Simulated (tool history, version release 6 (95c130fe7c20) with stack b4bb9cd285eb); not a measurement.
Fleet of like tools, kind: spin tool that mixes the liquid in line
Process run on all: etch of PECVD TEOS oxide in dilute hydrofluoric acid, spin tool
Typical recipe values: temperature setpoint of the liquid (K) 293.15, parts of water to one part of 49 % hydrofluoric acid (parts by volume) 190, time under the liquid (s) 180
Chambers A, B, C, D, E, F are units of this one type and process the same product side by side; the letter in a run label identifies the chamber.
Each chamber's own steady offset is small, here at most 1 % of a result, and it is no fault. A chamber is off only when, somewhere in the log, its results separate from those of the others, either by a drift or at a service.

run	hour	temperature setpoint of the liquid (K)	parts of water to one part of 49 % hydrofluoric acid (parts by volume)	time under the liquid (s)	read-back film thickness of the PECVD TEOS oxide reference wafer, read on the same gauge (nm)	thickness taken off the PECVD TEOS oxide on a monitor wafer (Å)
1A	7.9	293.15	190	180	50.03	72.043
2E	14.5	293.15	190	180	49.962	73.642
# hour 15.1: chamber F: hydrofluoric acid flow meter replaced
# hour 18.8: chamber D: hydrofluoric acid flow meter replaced
3C	22.3	293.15	190	180	50.046	73.355
4B	28.1	293.15	190	180	50.019	72.727
5F	35.3	293.15	190	180	50.024	72.556
6D	44.3	293.15	190	180	50.002	72.902
7B	51.9	293.15	190	180	49.985	72.454
8F	56.8	293.15	190	180	49.99	72.79
9C	64.2	293.15	190	180	50.019	72.855
10A	71.5	293.15	230	105	50.057	33.887
11E	80.5	293.15	230	105	50.013	33.886
12D	85	293.15	230	105	50.01	34.065
13D	91	293.15	230	105	50.002	33.965
14A	98.3	293.15	230	105	49.975	33.908
15B	105.5	293.15	230	105	50.037	33.856
16E	110.1	293.15	130	240	50.008	151.8
# hour 115.2: chamber A: hydrofluoric acid flow meter replaced
17F	117.3	293.15	130	240	50.03	150.58
18C	125.7	293.15	130	240	50.006	151.06
19D	132.6	293.15	130	240	50.002	149.87
20A	137.5	293.15	130	240	49.986	151.4
21E	146.1	293.15	130	240	49.988	153.53
22C	154.3	293.15	190	180	50.036	73.282
23F	162.1	293.15	190	180	49.958	70.689
24B	170.6	293.15	190	180	49.991	71.914
25D	178.4	293.15	190	180	50.018	72.827
26F	183.3	293.15	190	180	50.013	69.158
# hour 186.7: chamber E: thermometer replaced
27A	188.6	293.15	190	180	49.982	72.666
28B	196.5	293.15	190	180	49.968	73.328
29E	206.6	293.15	255	95	49.995	27.34
30C	211.5	293.15	255	95	50.071	26.994
# hour 215.5: chamber B: thermometer replaced
31A	220.5	293.15	255	95	50.03	27.03
32C	227.3	293.15	255	95	50.023	26.903
33D	233.5	293.15	255	95	49.971	26.896
34B	241.9	293.15	255	95	49.976	26.679
35F	250.5	293.15	190	180	50.045	69.404
36E	255.2	293.15	190	180	50.005	73.318
37A	264.8	293.15	190	270	49.983	110.01
38C	275	293.15	190	270	49.961	109.17

Next, every chamber runs the same settings. What will each give?
39A	282.3	293.15	190	100		?
39B	282.3	293.15	190	100		?
39C	282.3	293.15	190	100		?
39D	282.3	293.15	190	100		?
39E	282.3	293.15	190	100		?
39F	282.3	293.15	190	100		?

run	thickness taken off the PECVD TEOS oxide on a monitor wafer (Å)
39A	40.302
39B	40.221
39C	40.382
39D	40.199
39E	40.544
39F	38.101

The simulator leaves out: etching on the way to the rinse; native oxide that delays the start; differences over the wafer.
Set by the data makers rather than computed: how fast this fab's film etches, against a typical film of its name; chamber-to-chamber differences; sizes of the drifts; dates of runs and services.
